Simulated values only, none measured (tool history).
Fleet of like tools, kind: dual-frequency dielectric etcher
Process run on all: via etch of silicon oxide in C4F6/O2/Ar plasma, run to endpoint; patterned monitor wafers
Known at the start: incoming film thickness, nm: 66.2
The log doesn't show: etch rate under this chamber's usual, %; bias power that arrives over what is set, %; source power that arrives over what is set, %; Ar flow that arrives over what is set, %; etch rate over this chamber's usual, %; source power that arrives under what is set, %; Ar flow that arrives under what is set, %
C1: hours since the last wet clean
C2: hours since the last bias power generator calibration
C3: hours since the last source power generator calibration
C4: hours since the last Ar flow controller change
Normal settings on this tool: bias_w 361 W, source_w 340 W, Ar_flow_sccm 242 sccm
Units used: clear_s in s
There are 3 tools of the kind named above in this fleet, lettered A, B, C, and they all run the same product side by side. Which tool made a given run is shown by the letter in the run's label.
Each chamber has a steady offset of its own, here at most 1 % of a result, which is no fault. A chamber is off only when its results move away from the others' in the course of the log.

Run 1C, hour 10.7: usual settings; C1 155.2; C2 1183.4; C3 1567.4; C4 2999.9. Result: clear_s 17.114 s.
Run 2A, hour 22.1: usual settings; C1 272.3; C2 1413.8; C3 810.3; C4 2876.1. Result: clear_s 16.929 s.
Run 3B, hour 34.5: usual settings; C1 110.8; C2 713.5; C3 1494.6; C4 1388.2. Result: clear_s 17.042 s.
Run 4C, hour 44.5: usual settings; C1 189; C2 1217.2; C3 1601.2; C4 3033.7. Result: clear_s 17.03 s.
Run 5A, hour 53.4: usual settings; C1 303.6; C2 1445.1; C3 841.6; C4 2907.4. Result: clear_s 16.821 s.
Run 6B, hour 61.2: usual settings; C1 137.5; C2 740.2; C3 1521.3; C4 1414.9. Result: clear_s 16.918 s.
At hour 66.1: chamber B: source power generator calibrated.
Run 7A, hour 72.7: usual settings; C1 322.9; C2 1464.4; C3 860.9; C4 2926.7. Result: clear_s 17.055 s.
Run 8C, hour 79.1: usual settings; C1 223.6; C2 1251.8; C3 1635.8; C4 3068.3. Result: clear_s 17.112 s.
Run 9B, hour 84.8: usual settings; C1 161.1; C2 763.8; C3 18.8; C4 1438.5. Result: clear_s 16.779 s.
Run 10A, hour 90.3: usual settings; C1 340.5; C2 1482; C3 878.5; C4 2944.3. Result: clear_s 16.947 s.
Run 11B, hour 97.7: usual settings; C1 174; C2 776.7; C3 31.7; C4 1451.4. Result: clear_s 16.899 s.
Run 12C, hour 104.5: usual settings but bias_w 314 W; C1 249; C2 1277.2; C3 1661.2; C4 3093.7. Result: clear_s 17.944 s.
Run 13A, hour 115: usual settings but bias_w 314 W; C1 365.2; C2 1506.7; C3 903.2; C4 2969. Result: clear_s 17.758 s.
Run 14C, hour 122.4: usual settings but bias_w 314 W; C1 266.9; C2 1295.1; C3 1679.1; C4 3111.6. Result: clear_s 17.978 s.
At hour 126.5: chamber A: wet clean of the chamber.
Run 15B, hour 132.9: usual settings; C1 209.2; C2 811.9; C3 66.9; C4 1486.6. Result: clear_s 16.689 s.
At hour 136.7: chamber C: bias power generator calibrated.
Run 16C, hour 143.7: usual settings; C1 288.2; C2 7; C3 1700.4; C4 3132.9. Result: clear_s 17.055 s.
Run 17A, hour 151.8: usual settings; C1 25.3; C2 1543.5; C3 940; C4 3005.8. Result: clear_s 16.885 s.
Run 18B, hour 164.2: usual settings; C1 240.5; C2 843.2; C3 98.2; C4 1517.9. Result: clear_s 16.635 s.
Run 19A, hour 172.1: usual settings; C1 45.6; C2 1563.8; C3 960.3; C4 3026.1. Result: clear_s 16.963 s.
Run 20C, hour 181.8: usual settings; C1 326.3; C2 45.1; C3 1738.5; C4 3171. Result: clear_s 17.235 s.
Run 21B, hour 193.6: usual settings; C1 269.9; C2 872.6; C3 127.6; C4 1547.3. Result: clear_s 16.593 s.
Run 22A, hour 203.5: usual settings; C1 77; C2 1595.2; C3 991.7; C4 3057.5. Result: clear_s 16.982 s.
Run 23B, hour 215.3: usual settings; C1 291.6; C2 894.3; C3 149.3; C4 1569. Result: clear_s 16.523 s.
Run 24C, hour 223.4: usual settings; C1 367.9; C2 86.7; C3 1780.1; C4 3212.6. Result: clear_s 17.068 s.
Run 25C, hour 233: usual settings; C1 377.5; C2 96.3; C3 1789.7; C4 3222.2. Result: clear_s 17.101 s.
Run 26B, hour 243: usual settings; C1 319.3; C2 922; C3 177; C4 1596.7. Result: clear_s 16.447 s.
At hour 243.5: chamber C: wet clean of the chamber.
Run 27A, hour 254.4: usual settings; C1 127.9; C2 1646.1; C3 1042.6; C4 3108.4. Result: clear_s 17.023 s.
Run 28B, hour 260.8: usual settings; C1 337.1; C2 939.8; C3 194.8; C4 1614.5. Result: clear_s 16.355 s.
Run 29C, hour 270.4: usual settings; C1 26.9; C2 133.7; C3 1827.1; C4 3259.6. Result: clear_s 17.1 s.

What goes on in this fleet: one chamber off, a drifting gauge, or nothing beyond the chambers' own small offsets? Name the chamber and the cause, if any.

It is chamber B that slowly wanders off from its peers.
Most likely cause: etch rate over this chamber's usual, % = 4.06.

Below are 4 candidate recipes for chamber B's next run, each the usual settings with a change, their results shown as question marks. Which of them brings B's results back in line with what the other chambers give on the usual settings?
Allowed miss from the other chambers' usual-settings mean, per result, to count as in line: clear_s 0.2 s
Run 30B-1, hour 279.3: usual settings but bias_w 340 W, source_w 320 W, Ar_flow_sccm 246 sccm. Result: clear_s ?.
Run 30B-2, hour 279.3: usual settings but bias_w 327 W, source_w 310 W, Ar_flow_sccm 249 sccm. Result: clear_s ?.
Run 30B-3, hour 279.3: usual settings but source_w 380 W, Ar_flow_sccm 234 sccm. Result: clear_s ?.
Run 30B-4, hour 279.3: usual settings but bias_w 395 W, source_w 370 W, Ar_flow_sccm 235 sccm. Result: clear_s ?.

The other chambers' mean on the usual settings: clear_s 17.018 s
  run  clear_s
30B-1   17.062
30B-2   17.534
30B-3   15.557
30B-4   15.223
30B-1 brings the chamber back in line.

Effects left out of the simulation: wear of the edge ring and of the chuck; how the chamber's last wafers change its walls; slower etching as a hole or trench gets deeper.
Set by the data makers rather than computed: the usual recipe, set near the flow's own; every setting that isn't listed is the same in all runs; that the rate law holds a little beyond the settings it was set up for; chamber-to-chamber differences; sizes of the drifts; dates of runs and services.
